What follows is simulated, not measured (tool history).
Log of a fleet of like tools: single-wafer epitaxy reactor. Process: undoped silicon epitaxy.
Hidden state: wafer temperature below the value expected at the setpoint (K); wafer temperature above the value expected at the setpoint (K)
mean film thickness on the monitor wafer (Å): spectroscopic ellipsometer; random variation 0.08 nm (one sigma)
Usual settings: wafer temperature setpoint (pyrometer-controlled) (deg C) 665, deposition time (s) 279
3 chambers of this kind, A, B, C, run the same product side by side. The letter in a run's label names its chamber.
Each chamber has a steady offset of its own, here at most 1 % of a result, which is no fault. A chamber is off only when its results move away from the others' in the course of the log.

run	day	wafer temperature setpoint (pyrometer-controlled) (deg C)	deposition time (s)	hours since the last pyrometer calibration	read-back reference wafer on the same gauge, thickness_nm	mean film thickness on the monitor wafer (Å)
1B	0.183	665	279	436.4	54.624	646.55
2C	0.321	665	279	788.1	54.597	650.64
3A	0.475	665	279	1608.8	54.636	642.87
4B	0.604	665	279	446.5	54.621	645.45
5C	0.796	665	279	799.5	54.629	650.54
6A	0.992	665	279	1621.2	54.644	643.42
7A	1.175	665	279	1625.6	54.650	643.77
8C	1.367	665	319	813.2	54.661	744.13
9B	1.525	665	319	468.6	54.662	740.10
10C	1.654	665	319	820.1	54.673	743.68
11B	1.817	665	279	475.6	54.679	647.28
12A	1.975	665	279	1644.8	54.672	644.12
13A	2.075	657	331	1647.2	54.679	645.02
14C	2.258	657	331	834.6	54.696	649.78
15B	2.425	657	331	490.2	54.699	645.83
16B	2.538	665	279	492.9	54.683	647.01
17C	2.671	665	279	844.5	54.716	652.01
18A	2.850	665	279	1665.8	54.713	644.85
19B	2.996	665	279	503.9	54.733	648.21
20C	3.183	665	279	856.8	54.741	653.65
21A	3.338	665	279	1677.5	54.734	643.88
22B	3.433	665	279	514.4	54.733	648.31
23A	3.604	665	279	1683.9	54.762	646.68
24C	3.754	665	279	870.5	54.752	651.48
25A	3.875	654	321	1690.4	54.754	588.45
26B	3.983	654	321	527.6	54.770	586.84
27C	4.088	654	321	878.5	54.773	593.19
28C	4.271	665	279	882.9	54.771	651.63
29A	4.392	665	279	1702.8	54.790	644.05
30B	4.525	665	279	540.6	54.803	648.04
31C	4.633	659	279	891.6	54.798	573.65
32B	4.829	659	279	547.9	54.793	569.67
33A	5.004	659	279	1717.5	54.793	568.41
34A	5.150	665	279	1721.0	54.822	646.65
35C	5.346	665	279	908.7	54.802	652.54
36B	5.462	673	229	563.1	54.839	631.19
37B	5.633	673	229	567.2	54.840	630.63
38A	5.804	673	229	1736.7	54.844	627.80
39C	6.000	665	279	924.4	54.857	654.65
40C	6.096	665	279	926.7	54.864	653.02
41B	6.238	678	279	581.7	54.869	852.40
42A	6.417	678	279	1751.4	54.875	846.65

Next, every chamber runs the same settings. What will each give?
43A	6.558	673	279			?
43B	6.558	673	279			?
43C	6.558	673	279			?

run	mean film thickness on the monitor wafer (Å)
43A	762.97
43B	771.65
43C	772.95

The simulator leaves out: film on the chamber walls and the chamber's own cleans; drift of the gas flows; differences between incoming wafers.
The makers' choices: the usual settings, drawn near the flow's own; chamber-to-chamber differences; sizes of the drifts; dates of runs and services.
